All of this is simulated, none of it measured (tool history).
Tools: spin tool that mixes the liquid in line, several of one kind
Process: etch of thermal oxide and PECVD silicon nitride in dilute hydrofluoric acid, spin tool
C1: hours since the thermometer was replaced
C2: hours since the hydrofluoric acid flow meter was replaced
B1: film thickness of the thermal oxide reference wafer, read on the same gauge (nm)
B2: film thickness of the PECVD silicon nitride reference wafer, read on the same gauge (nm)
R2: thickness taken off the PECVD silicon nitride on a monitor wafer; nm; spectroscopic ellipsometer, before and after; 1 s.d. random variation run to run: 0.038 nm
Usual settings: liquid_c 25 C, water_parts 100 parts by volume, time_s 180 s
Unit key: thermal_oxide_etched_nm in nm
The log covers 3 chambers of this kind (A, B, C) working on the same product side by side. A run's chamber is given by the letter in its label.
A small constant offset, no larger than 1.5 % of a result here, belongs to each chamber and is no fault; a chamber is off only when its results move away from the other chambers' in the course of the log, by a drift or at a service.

Run 1C, hour 11.9: usual settings; C1 243; C2 1787.8; B1 39.997; B2 39.998. Result: thermal_oxide_etched_nm 9.4509 nm, R2 3.2414 nm.
Run 2B, hour 20.4: usual settings; C1 2578.8; C2 1670.8; B1 39.989; B2 39.975. Result: thermal_oxide_etched_nm 9.4559 nm, R2 3.2801 nm.
Run 3A, hour 31.2: usual settings; C1 1131.8; C2 187.4; B1 40.007; B2 40.011. Result: thermal_oxide_etched_nm 9.5071 nm, R2 3.2483 nm.
Run 4C, hour 41.6: usual settings; C1 272.7; C2 1817.5; B1 40.001; B2 40.002. Result: thermal_oxide_etched_nm 9.3315 nm, R2 3.2172 nm.
Run 5A, hour 50.7: usual settings; C1 1151.3; C2 206.9; B1 39.969; B2 39.997. Result: thermal_oxide_etched_nm 9.437 nm, R2 3.3086 nm.
Run 6B, hour 60.4: usual settings; C1 2618.8; C2 1710.8; B1 40.01; B2 40.033. Result: thermal_oxide_etched_nm 9.3659 nm, R2 3.2046 nm.
Run 7A, hour 67.7: usual settings; C1 1168.3; C2 223.9; B1 40.025; B2 40.001. Result: thermal_oxide_etched_nm 9.4669 nm, R2 3.3174 nm.
Run 8C, hour 76.5: usual settings; C1 307.6; C2 1852.4; B1 39.988; B2 40. Result: thermal_oxide_etched_nm 9.3207 nm, R2 3.2599 nm.
Run 9B, hour 88.3: usual settings; C1 2646.7; C2 1738.7; B1 40.023; B2 40.011. Result: thermal_oxide_etched_nm 9.5082 nm, R2 3.3425 nm.
Run 10C, hour 99.4: usual settings but time_s 105 s; C1 330.5; C2 1875.3; B1 40.015; B2 39.987. Result: thermal_oxide_etched_nm 5.4733 nm, R2 1.9363 nm.
Run 11A, hour 107.5: usual settings but time_s 105 s; C1 1208.1; C2 263.7; B1 40.006; B2 39.995. Result: thermal_oxide_etched_nm 5.5129 nm, R2 1.8986 nm.
Run 12B, hour 118.4: usual settings but time_s 105 s; C1 2676.8; C2 1768.8; B1 40.019; B2 39.979. Result: thermal_oxide_etched_nm 5.4979 nm, R2 1.9536 nm.
Run 13A, hour 130.7: usual settings but water_parts 140 parts by volume; C1 1231.3; C2 286.9; B1 39.994; B2 40.01. Result: thermal_oxide_etched_nm 6.4936 nm, R2 2.3483 nm.
Run 14C, hour 137.1: usual settings but water_parts 140 parts by volume; C1 368.2; C2 1913; B1 39.988; B2 40.014. Result: thermal_oxide_etched_nm 6.328 nm, R2 2.2796 nm.
At hour 138.1: chamber B: thermometer replaced.
Run 15B, hour 149.2: usual settings but water_parts 140 parts by volume; C1 11.1; C2 1799.6; B1 40.003; B2 40.002. Result: thermal_oxide_etched_nm 6.4255 nm, R2 2.3623 nm.
Run 16C, hour 156.8: usual settings; C1 387.9; C2 1932.7; B1 39.981; B2 39.993. Result: thermal_oxide_etched_nm 9.3653 nm, R2 3.2883 nm.
Run 17A, hour 162.6: usual settings; C1 1263.2; C2 318.8; B1 39.992; B2 40.01. Result: thermal_oxide_etched_nm 9.4734 nm, R2 3.3064 nm.
Run 18B, hour 171: usual settings; C1 32.9; C2 1821.4; B1 39.983; B2 40.005. Result: thermal_oxide_etched_nm 9.4076 nm, R2 3.2915 nm.
Run 19B, hour 180.2: usual settings; C1 42.1; C2 1830.6; B1 39.999; B2 40.023. Result: thermal_oxide_etched_nm 9.4493 nm, R2 3.2172 nm.
Run 20C, hour 186.5: usual settings; C1 417.6; C2 1962.4; B1 39.994; B2 40.011. Result: thermal_oxide_etched_nm 9.3595 nm, R2 3.2609 nm.
Run 21A, hour 198.2: usual settings; C1 1298.8; C2 354.4; B1 39.975; B2 40.007. Result: thermal_oxide_etched_nm 9.4739 nm, R2 3.277 nm.
Run 22C, hour 208.9: usual settings but liquid_c 20.5 C, water_parts 140 parts by volume; C1 440; C2 1984.8; B1 40.008; B2 39.995. Result: thermal_oxide_etched_nm 5.3328 nm, R2 1.7203 nm.
Run 23B, hour 216.7: usual settings but liquid_c 20.5 C, water_parts 140 parts by volume; C1 78.6; C2 1867.1; B1 39.977; B2 40.007. Result: thermal_oxide_etched_nm 5.3842 nm, R2 1.7611 nm.
Run 24A, hour 229.2: usual settings but liquid_c 20.5 C, water_parts 140 parts by volume; C1 1329.8; C2 385.4; B1 40.014; B2 39.966. Result: thermal_oxide_etched_nm 5.4217 nm, R2 1.7651 nm.
Run 25C, hour 237.9: usual settings; C1 469; C2 2013.8; B1 40.011; B2 40.014. Result: thermal_oxide_etched_nm 9.3828 nm, R2 3.1887 nm.
Run 26B, hour 246.7: usual settings; C1 108.6; C2 1897.1; B1 39.998; B2 39.993. Result: thermal_oxide_etched_nm 9.4284 nm, R2 3.2961 nm.
At hour 248: chamber C: hydrofluoric acid flow meter replaced.
Run 27A, hour 255.4: usual settings; C1 1356; C2 411.6; B1 40.017; B2 39.977. Result: thermal_oxide_etched_nm 9.5014 nm, R2 3.2762 nm.
At hour 261.1: chamber B: hydrofluoric acid flow meter replaced.
Run 28C, hour 266.9: usual settings but water_parts 55 parts by volume, time_s 85 s; C1 498; C2 18.9; B1 40.022; B2 40.014. Result: thermal_oxide_etched_nm 8.644 nm, R2 2.7725 nm.
Run 29A, hour 273.1: usual settings but water_parts 55 parts by volume, time_s 85 s; C1 1373.7; C2 429.3; B1 39.98; B2 40.025. Result: thermal_oxide_etched_nm 8.5184 nm, R2 2.7411 nm.
Run 30B, hour 281.7: usual settings but water_parts 55 parts by volume, time_s 85 s; C1 143.6; C2 20.6; B1 39.991; B2 39.995. Result: thermal_oxide_etched_nm 8.4442 nm, R2 2.7348 nm.
Run 31A, hour 289.4: usual settings; C1 1390; C2 445.6; B1 39.987; B2 39.998. Result: thermal_oxide_etched_nm 9.4628 nm, R2 3.255 nm.
Run 32C, hour 300.6: usual settings; C1 531.7; C2 52.6; B1 40.009; B2 40.013. Result: thermal_oxide_etched_nm 9.3776 nm, R2 3.1744 nm.
Run 33B, hour 306.8: usual settings but time_s 225 s; C1 168.7; C2 45.7; B1 39.996; B2 39.987. Result: thermal_oxide_etched_nm 11.728 nm, R2 4.0746 nm.
Run 34B, hour 317: usual settings but time_s 225 s; C1 178.9; C2 55.9; B1 39.997; B2 39.985. Result: thermal_oxide_etched_nm 11.737 nm, R2 3.9846 nm.
Run 35A, hour 322.7: usual settings but time_s 225 s; C1 1423.3; C2 478.9; B1 39.994; B2 39.983. Result: thermal_oxide_etched_nm 11.742 nm, R2 4.1171 nm.
Run 36C, hour 331.7: usual settings; C1 562.8; C2 83.7; B1 40.011; B2 40.019. Result: thermal_oxide_etched_nm 9.394 nm, R2 3.2403 nm.
Run 37A, hour 342.2: usual settings; C1 1442.8; C2 498.4; B1 39.988; B2 39.993. Result: thermal_oxide_etched_nm 9.5053 nm, R2 3.3385 nm.
Run 38B, hour 348.6: usual settings; C1 210.5; C2 87.5; B1 39.996; B2 40.006. Result: thermal_oxide_etched_nm 9.471 nm, R2 3.2471 nm.
Run 39C, hour 360: usual settings; C1 591.1; C2 112; B1 40.012; B2 39.992. Result: thermal_oxide_etched_nm 9.3394 nm, R2 3.2061 nm.
Run 40B, hour 372.3: usual settings; C1 234.2; C2 111.2; B1 39.964; B2 39.994. Result: thermal_oxide_etched_nm 9.4017 nm, R2 3.2464 nm.
Run 41C, hour 381.1: usual settings; C1 612.2; C2 133.1; B1 40.005; B2 40.008. Result: thermal_oxide_etched_nm 9.3026 nm, R2 3.2204 nm.
Run 42A, hour 393.5: usual settings; C1 1494.1; C2 549.7; B1 39.98; B2 39.978. Result: thermal_oxide_etched_nm 9.5298 nm, R2 3.2591 nm.
Run 43B, hour 404.1: usual settings but time_s 140 s; C1 266; C2 143; B1 40.012; B2 40.026. Result: thermal_oxide_etched_nm 7.3111 nm, R2 2.5833 nm.

All chambers now run identical settings, listed one chamber a line with results as question marks. What results will each chamber show?
Run 44A, hour 413.4: usual settings but time_s 240 s. Result: thermal_oxide_etched_nm ?, R2 ?.
Run 44B, hour 413.4: usual settings but time_s 240 s. Result: thermal_oxide_etched_nm ?, R2 ?.
Run 44C, hour 413.4: usual settings but time_s 240 s. Result: thermal_oxide_etched_nm ?, R2 ?.

run  thermal_oxide_etched_nm      R2
44A                   12.616  4.4108
44B                   12.523    4.37
44C                   12.421  4.3273

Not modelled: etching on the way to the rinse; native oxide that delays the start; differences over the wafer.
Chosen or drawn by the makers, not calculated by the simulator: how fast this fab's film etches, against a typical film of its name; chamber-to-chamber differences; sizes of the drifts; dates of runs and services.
